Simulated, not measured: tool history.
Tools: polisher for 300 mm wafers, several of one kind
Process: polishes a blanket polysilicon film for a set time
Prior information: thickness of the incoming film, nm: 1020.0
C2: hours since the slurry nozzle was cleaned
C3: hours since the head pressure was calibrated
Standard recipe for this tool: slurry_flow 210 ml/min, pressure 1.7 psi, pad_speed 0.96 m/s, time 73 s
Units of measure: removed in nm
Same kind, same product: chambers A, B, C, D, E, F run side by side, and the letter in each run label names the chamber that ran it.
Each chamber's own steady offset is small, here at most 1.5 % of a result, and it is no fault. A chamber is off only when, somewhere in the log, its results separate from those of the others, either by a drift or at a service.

Run 1B, hour 12.6: usual settings; wafers polished on this pad 800; C2 276.1; C3 667.6. Result: removed 305.05 nm.
At hour 17.1: chamber F: worn pad replaced by a new one.
Run 2D, hour 24.2: usual settings; wafers polished on this pad 702; C2 249.8; C3 257.1. Result: removed 309.16 nm.
At hour 35.8: chamber E: worn pad replaced by a new one.
Run 3E, hour 38.8: usual settings; wafers polished on this pad 30; C2 175.2; C3 308.9. Result: removed 297.88 nm.
Run 4A, hour 46.8: usual settings; wafers polished on this pad 647; C2 369.4; C3 591.5. Result: removed 305.78 nm.
Run 5F, hour 54.5: usual settings; wafers polished on this pad 377; C2 212.7; C3 586.3. Result: removed 304.6 nm.
At hour 57.4: chamber C: worn pad replaced by a new one.
At hour 58.2: chamber E: slurry nozzle cleaned.
At hour 58.2: chamber A: worn pad replaced by a new one.
At hour 62.3: chamber B: worn pad replaced by a new one.
Run 6C, hour 65.6: usual settings; wafers polished on this pad 82; C2 504.2; C3 262.9. Result: removed 303.84 nm.
At hour 72.6: chamber D: slurry nozzle cleaned.
At hour 76.9: chamber D: worn pad replaced by a new one.
Run 7E, hour 77.3: usual settings; wafers polished on this pad 418; C2 19.1; C3 347.4. Result: removed 303.51 nm.
Run 8F, hour 88.9: usual settings but pad_speed 0.84 m/s; wafers polished on this pad 724; C2 247.1; C3 620.7. Result: removed 269.88 nm.
Run 9D, hour 101.9: usual settings but pad_speed 0.84 m/s; wafers polished on this pad 252; C2 29.4; C3 334.8. Result: removed 259.46 nm.
At hour 108.3: chamber F: worn pad replaced by a new one.
Run 10A, hour 115: usual settings but pad_speed 0.84 m/s; wafers polished on this pad 573; C2 437.6; C3 659.7. Result: removed 260.72 nm.
Run 11B, hour 127.7: usual settings but pad_speed 0.84 m/s; wafers polished on this pad 660; C2 391.2; C3 782.7. Result: removed 267.99 nm.
Run 12C, hour 134.9: usual settings but pad_speed 0.84 m/s; wafers polished on this pad 781; C2 573.5; C3 332.2. Result: removed 262.37 nm.
Run 13F, hour 142.7: usual settings but pad_speed 0.84 m/s; wafers polished on this pad 347; C2 300.9; C3 674.5. Result: removed 263.16 nm.
At hour 143.1: chamber C: worn pad replaced by a new one.
At hour 144.6: chamber E: worn pad replaced by a new one.
At hour 147.9: chamber A: worn pad replaced by a new one.
Run 14D, hour 150.4: usual settings; wafers polished on this pad 741; C2 77.9; C3 383.3. Result: removed 307.28 nm.
Run 15A, hour 161.4: usual settings but pad_speed 0.84 m/s; wafers polished on this pad 136; C2 484; C3 706.1. Result: removed 273.57 nm.
Run 16C, hour 169.5: usual settings but pad_speed 0.84 m/s; wafers polished on this pad 266; C2 608.1; C3 366.8. Result: removed 271.27 nm.
Run 17B, hour 179.3: usual settings but pad_speed 0.84 m/s; wafers polished on this pad 1180; C2 442.8; C3 834.3. Result: removed 266.19 nm.
At hour 179.8: chamber B: worn pad replaced by a new one.
At hour 180.7: chamber C: head pressure recalibrated.
At hour 181.9: chamber F: worn pad replaced by a new one.
Run 18E, hour 194: usual settings but pad_speed 0.84 m/s; wafers polished on this pad 499; C2 135.8; C3 464.1. Result: removed 261.44 nm.
Run 19A, hour 205.5: usual settings but pad_speed 0.84 m/s; wafers polished on this pad 581; C2 528.1; C3 750.2. Result: removed 264.91 nm.
At hour 214.6: chamber D: worn pad replaced by a new one.
Run 20D, hour 215.2: usual settings but pad_speed 0.84 m/s; wafers polished on this pad 7; C2 142.7; C3 448.1. Result: removed 262.94 nm.
At hour 221.3: chamber C: worn pad replaced by a new one.
Run 21E, hour 223.5: usual settings; wafers polished on this pad 796; C2 165.3; C3 493.6. Result: removed 309.41 nm.
At hour 230: chamber A: worn pad replaced by a new one.
Run 22C, hour 232.6: usual settings; wafers polished on this pad 114; C2 671.2; C3 52. Result: removed 302.41 nm.
Run 23B, hour 243.4: usual settings; wafers polished on this pad 641; C2 506.9; C3 898.4. Result: removed 311.23 nm.
At hour 249.6: chamber E: worn pad replaced by a new one.
At hour 253.5: chamber E: slurry nozzle cleaned.
Run 24F, hour 258.4: usual settings; wafers polished on this pad 772; C2 416.6; C3 790.2. Result: removed 299.01 nm.
Run 25D, hour 271.3: usual settings; wafers polished on this pad 572; C2 198.8; C3 504.2. Result: removed 304.33 nm.
At hour 272.9: chamber F: worn pad replaced by a new one.
Run 26B, hour 283.4: usual settings but pad_speed 0.66 m/s; wafers polished on this pad 1044; C2 546.9; C3 938.4. Result: removed 207.66 nm.
Run 27A, hour 290.6: usual settings but pad_speed 0.66 m/s; wafers polished on this pad 611; C2 613.2; C3 835.3. Result: removed 211.49 nm.
Run 28F, hour 304.9: usual settings but pad_speed 0.66 m/s; wafers polished on this pad 323; C2 463.1; C3 836.7. Result: removed 206.86 nm.
At hour 307.9: chamber C: worn pad replaced by a new one.
Run 29C, hour 313.9: usual settings but pad_speed 0.66 m/s; wafers polished on this pad 61; C2 752.5; C3 133.3. Result: removed 207.1 nm.
At hour 314.3: chamber A: worn pad replaced by a new one.
At hour 326.8: chamber B: worn pad replaced by a new one.
Run 30E, hour 328.7: usual settings but pad_speed 0.66 m/s; wafers polished on this pad 798; C2 75.2; C3 598.8. Result: removed 208.04 nm.
At hour 336.5: chamber F: slurry nozzle cleaned.
At hour 337.9: chamber E: worn pad replaced by a new one.
Run 31D, hour 338.2: usual settings but pad_speed 0.66 m/s; wafers polished on this pad 1247; C2 265.7; C3 571.1. Result: removed 206.02 nm.
Run 32A, hour 353.2: usual settings; wafers polished on this pad 393; C2 675.8; C3 897.9. Result: removed 308.55 nm.
At hour 355.8: chamber F: worn pad replaced by a new one.
Run 33F, hour 361: usual settings; wafers polished on this pad 53; C2 24.6; C3 892.8. Result: removed 303.51 nm.
Run 34E, hour 374.7: usual settings; wafers polished on this pad 372; C2 121.2; C3 644.8. Result: removed 295.49 nm.
At hour 384.8: chamber C: worn pad replaced by a new one.
Run 35C, hour 388.2: usual settings; wafers polished on this pad 34; C2 826.8; C3 207.6. Result: removed 304.18 nm.
Run 36B, hour 398.5: usual settings; wafers polished on this pad 723; C2 662; C3 1053.5. Result: removed 307.72 nm.

Is one chamber off against the others, does the gauge drift, or is nothing wrong? If a chamber is off, say which, and what the likeliest cause is.

No chamber stands off beyond its own small offset, and the gauge holds steady.
